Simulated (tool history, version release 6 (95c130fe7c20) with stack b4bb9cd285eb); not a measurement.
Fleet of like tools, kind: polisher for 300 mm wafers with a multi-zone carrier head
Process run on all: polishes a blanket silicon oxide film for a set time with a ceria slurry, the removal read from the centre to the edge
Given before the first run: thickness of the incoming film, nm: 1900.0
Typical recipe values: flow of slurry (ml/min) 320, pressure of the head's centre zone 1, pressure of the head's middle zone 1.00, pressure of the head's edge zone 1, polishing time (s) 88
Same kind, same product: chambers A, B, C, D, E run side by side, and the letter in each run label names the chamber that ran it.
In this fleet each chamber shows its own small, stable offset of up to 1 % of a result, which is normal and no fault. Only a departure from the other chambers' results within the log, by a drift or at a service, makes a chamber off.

run    day  flow of slurry (ml/min)  pressure of the head's centre zone  pressure of the head's middle zone  pressure of the head's edge zone  polishing time (s)  film removed at the wafer's centre (Å)  film removed at mid-radius (Å)  film removed at the wafer's edge (Å)
 1A  0.129                      320                                   1                                1.00                                 1                  88                                  5679.8                          5774.6                                5602.4
 2D  0.258                      320                                   1                                1.00                                 1                  88                                  5656.8                          5632.5                                5703.0
 3B  0.392                      320                                   1                                1.00                                 1                  88                                  5744.8                          5768.2                                5710.7
 4C  0.562                      320                                   1                                1.00                                 1                  88                                  5688.1                          5753.6                                5719.7
 5E  0.746                      320                                   1                                1.00                                 1                  88                                  5605.8                          5773.5                                5610.9
 6E  0.871                      320                                   1                                1.00                                 1                  88                                  5658.7                          5754.8                                5636.4
     0.921  -- chamber A: worn pad replaced by a new one
 7B  0.967                      320                                   1                                1.00                                 1                  88                                  5648.4                          5644.3                                5705.3
 8A  1.054                      320                                   1                                1.00                                 1                  88                                  5606.1                          5667.8                                5619.0
 9C  1.200                      320                                   1                                1.00                                 1                  88                                  5667.5                          5718.1                                5689.4
10D  1.325                      320                                   1                                1.00                                 1                  88                                  5663.5                          5618.5                                5709.6
11D  1.496                      320                                   1                                1.00                                 1                  88                                  5683.9                          5696.7                                5655.1
12C  1.608                      320                                   1                                1.00                                 1                  88                                  5667.3                          5696.0                                5692.8
13B  1.783                      320                                   1                                1.07                                 1                  88                                  5706.8                          6124.4                                5678.4
14A  1.892                      320                                   1                                1.07                                 1                  88                                  5616.4                          6027.8                                5588.4
15E  2.021                      320                                   1                                1.07                                 1                  88                                  5678.3                          5917.1                                5656.6
     2.088  -- chamber D: worn pad replaced by a new one
16E  2.196                      320                                   1                                1.07                                 1                  88                                  5639.6                          6175.9                                5715.6
17D  2.312                      320                                   1                                1.07                                 1                  88                                  5726.3                          6031.5                                5718.6
18B  2.479                      320                                   1                                1.00                                 1                  88                                  5654.5                          5676.1                                5694.5
19C  2.596                      230                                   1                                0.92                                 1                  88                                  5334.2                          5011.1                                5521.9
20A  2.767                      230                                   1                                0.92                                 1                  88                                  5324.9                          5098.7                                5388.7
21B  2.933                      230                                   1                                0.92                                 1                  88                                  5384.3                          5084.9                                5576.2
     3.071  -- chamber E: worn pad replaced by a new one
22A  3.100                      230                                   1                                0.92                                 1                  88                                  5356.9                          5047.0                                5473.6
23D  3.208                      230                                   1                                0.92                                 1                  88                                  5421.4                          5111.3                                5665.6
24C  3.367                      320                                   1                                1.00                                 1                  88                                  5431.5                          5708.3                                5678.4
     3.404  -- chamber C: worn pad replaced by a new one
25E  3.525                      320                                   1                                1.00                                 1                  88                                  5641.6                          5687.6                                5636.3
26C  3.625                      320                                   1                                1.00                                 1                  88                                  5356.3                          5759.1                                5650.2
27E  3.746                      320                                   1                                1.00                                 1                  88                                  5564.7                          5684.2                                5686.6
28A  3.883                      320                                   1                                1.00                                 1                  88                                  5594.6                          5752.0                                5595.0
29D  3.971                      320                                   1                                1.00                                 1                  88                                  5678.7                          5686.4                                5647.9
30B  4.083                      320                                   1                                1.00                                 1                  88                                  5574.9                          5709.5                                5714.6
31C  4.196                      320                                   1                                1.00                                 1                  88                                  5311.1                          5713.2                                5657.6
32A  4.371                      320                                   1                                1.00                                 1                  88                                  5679.0                          5620.8                                5703.9
33E  4.525                      320                                   1                                1.00                                 1                  88                                  5649.8                          5733.0                                5623.2

Predict what each chamber gives when all 5 of them run the settings below next.
34A  4.658                      320                                   1                                1.00                                 1                  88                                       ?                               ?                                     ?
34B  4.658                      320                                   1                                1.00                                 1                  88                                       ?                               ?                                     ?
34C  4.658                      320                                   1                                1.00                                 1                  88                                       ?                               ?                                     ?
34D  4.658                      320                                   1                                1.00                                 1                  88                                       ?                               ?                                     ?
34E  4.658                      320                                   1                                1.00                                 1                  88                                       ?                               ?                                     ?

run  film removed at the wafer's centre (Å)  film removed at mid-radius (Å)  film removed at the wafer's edge (Å)
34A                                  5642.8                          5698.8                                5610.4
34B                                  5610.5                          5717.1                                5759.6
34C                                  5265.4                          5741.6                                5657.9
34D                                  5685.1                          5725.9                                5620.1
34E                                  5677.9                          5689.4                                5641.4

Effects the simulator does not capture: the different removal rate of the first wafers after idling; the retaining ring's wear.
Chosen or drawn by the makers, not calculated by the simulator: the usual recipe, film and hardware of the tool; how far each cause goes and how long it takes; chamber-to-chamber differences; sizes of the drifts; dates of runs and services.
